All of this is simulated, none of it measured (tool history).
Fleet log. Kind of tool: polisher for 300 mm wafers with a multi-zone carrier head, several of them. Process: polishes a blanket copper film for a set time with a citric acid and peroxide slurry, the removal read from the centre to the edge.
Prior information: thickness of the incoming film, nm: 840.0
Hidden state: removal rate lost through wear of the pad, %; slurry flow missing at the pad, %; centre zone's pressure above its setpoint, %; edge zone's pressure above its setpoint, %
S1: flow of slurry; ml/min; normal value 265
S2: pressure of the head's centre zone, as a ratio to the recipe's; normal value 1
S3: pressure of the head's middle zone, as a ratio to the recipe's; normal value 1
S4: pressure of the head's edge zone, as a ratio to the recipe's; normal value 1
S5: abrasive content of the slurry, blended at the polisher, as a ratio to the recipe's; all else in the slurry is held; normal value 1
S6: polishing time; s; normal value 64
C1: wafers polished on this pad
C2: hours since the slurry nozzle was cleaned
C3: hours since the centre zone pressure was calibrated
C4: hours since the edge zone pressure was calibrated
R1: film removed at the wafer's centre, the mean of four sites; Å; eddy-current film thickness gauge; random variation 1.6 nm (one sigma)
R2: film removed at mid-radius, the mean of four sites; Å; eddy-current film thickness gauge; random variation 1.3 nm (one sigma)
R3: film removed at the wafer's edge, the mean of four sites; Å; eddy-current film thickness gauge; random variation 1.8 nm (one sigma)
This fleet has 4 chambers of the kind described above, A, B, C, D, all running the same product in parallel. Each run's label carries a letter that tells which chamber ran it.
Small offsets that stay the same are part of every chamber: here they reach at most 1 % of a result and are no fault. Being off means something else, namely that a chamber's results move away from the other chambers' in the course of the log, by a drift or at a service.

run	hour	S1	S2	S3	S4	S5	S6	C1	C2	C3	C4	R1	R2	R3
1C	5.5	265	1	1	1	1	64	1044	125.1	1193.3	805.8	1308	1322.9	1318.1
2A	13.1	265	1	1	1	1	64	289	596.9	104.6	344.5	1297	1301.3	1324.8
3D	17.7	265	1	1	1	1	64	558	373.8	100	243.8	1296.8	1309	1271.2
4B	25.3	265	1	1	1	1	64	1037	328.1	180.6	217.9	1313.1	1299.8	1305.7
# hour 27.1: chamber D: worn pad replaced by a new one
5D	30.6	265	1	1	1	1	64	45	386.7	112.9	256.7	1300.4	1310.6	1326
# hour 31.4: chamber C: worn pad replaced by a new one
# hour 37.3: chamber B: worn pad replaced by a new one
6B	37.3	265	1	1	1	1	64	1	340.1	192.6	229.9	1300.7	1339.5	1306.5
7C	42.1	265	1	1	1	1	64	136	161.7	1229.9	842.4	1318.4	1321.3	1283.2
8A	49.4	265	1	1	1	1	64	748	633.2	140.9	380.8	1274.4	1285.3	1285.3
9D	56.8	265	1	1	1	1	64	376	412.9	139.1	282.9	1285.6	1316.6	1321.8
10B	61.8	265	1	1	1	1	48	311	364.6	217.1	254.4	978.65	1000.7	965.73
11A	65.4	265	1	1	1	1	48	950	649.2	156.9	396.8	950.58	963.27	977.55
# hour 68.9: chamber D: slurry nozzle cleaned
12C	72.3	265	1	1	1	1	48	518	191.9	1260.1	872.6	986.86	998.93	1015.3
# hour 77.3: chamber C: centre zone pressure recalibrated
13D	79	265	1	1	1	1	48	657	10.1	161.3	305.1	984.76	970.86	970.84
# hour 81: chamber D: worn pad replaced by a new one
14A	82.6	265	1	1	1	1	64	1168	666.4	174.1	414	1275.3	1273.5	1237.5
15C	86.8	265	1	1	1	1	64	702	206.4	9.6	887.1	1348.8	1330.1	1303.2
16B	94	265	1	1	1	1	64	718	396.8	249.3	286.6	1324.4	1313.8	1323.7
# hour 95.5: chamber A: slurry nozzle cleaned
17A	97.6	265	1	1	1	1	64	1358	2.1	189.1	429	1232.2	1243	1259.3
18B	103.4	265	1	1	1	1	64	837	406.2	258.7	296	1291.7	1323	1326.3
19C	110.8	265	1	1	0.94	0.9	64	1005	230.4	33.6	911.1	1302	1284	1246.7
20D	114.6	265	1	1	0.94	0.9	64	425	45.7	196.9	340.7	1272.1	1282.4	1250.2
21A	121.8	265	1	1	0.94	0.9	64	1664	26.3	213.3	453.2	1179	1201	1191.1
22C	126.8	265	1	1	0.94	0.9	64	1208	246.4	49.6	927.1	1296.5	1287.2	1255.3
# hour 132.8: chamber B: worn pad replaced by a new one
# hour 133.1: chamber C: worn pad replaced by a new one
23B	133.2	265	1	1	1	1	64	5	436	288.5	325.8	1292.1	1289.4	1302.6
# hour 136.5: chamber D: worn pad replaced by a new one
24D	139.1	265	1	1	1	1	64	34	70.2	221.4	365.2	1316.8	1315	1289.4
25B	146.1	265	1	1	1	1	64	169	448.9	301.4	338.7	1297.3	1315	1326.1
26C	152.6	265	1	1	1	1	64	246	272.2	75.4	952.9	1302.2	1336.2	1300.6
27D	156.6	265	1	1	1	1	64	255	87.7	238.9	382.7	1314.5	1315.8	1291.9
28A	160	265	1	1	1	1	64	2147	64.5	251.5	491.4	1184.3	1185.8	1156.5
29A	165.6	265	1	0.93	1	1.15	64	2218	70.1	257.1	497	1222.3	1131.7	1210.1
30C	170.7	265	1	0.93	1	1.15	64	475	290.3	93.5	971	1340.9	1293.8	1321.5
31B	174.6	265	1	0.93	1	1.15	64	529	477.4	329.9	367.2	1337.1	1242.3	1384.4
32D	180.9	265	1	0.93	1	1.15	64	562	112	263.2	407	1326.9	1271.6	1375.7

Next, every chamber runs the same settings. What will each give?
33A	186.3	265	1	1	1	1	64					?	?	?
33B	186.3	265	1	1	1	1	64					?	?	?
33C	186.3	265	1	1	1	1	64					?	?	?
33D	186.3	265	1	1	1	1	64					?	?	?

run	R1	R2	R3
33A	1151	1152.9	1167
33B	1290.9	1321.1	1289.9
33C	1306.9	1317.4	1322.3
33D	1301.8	1327.6	1308
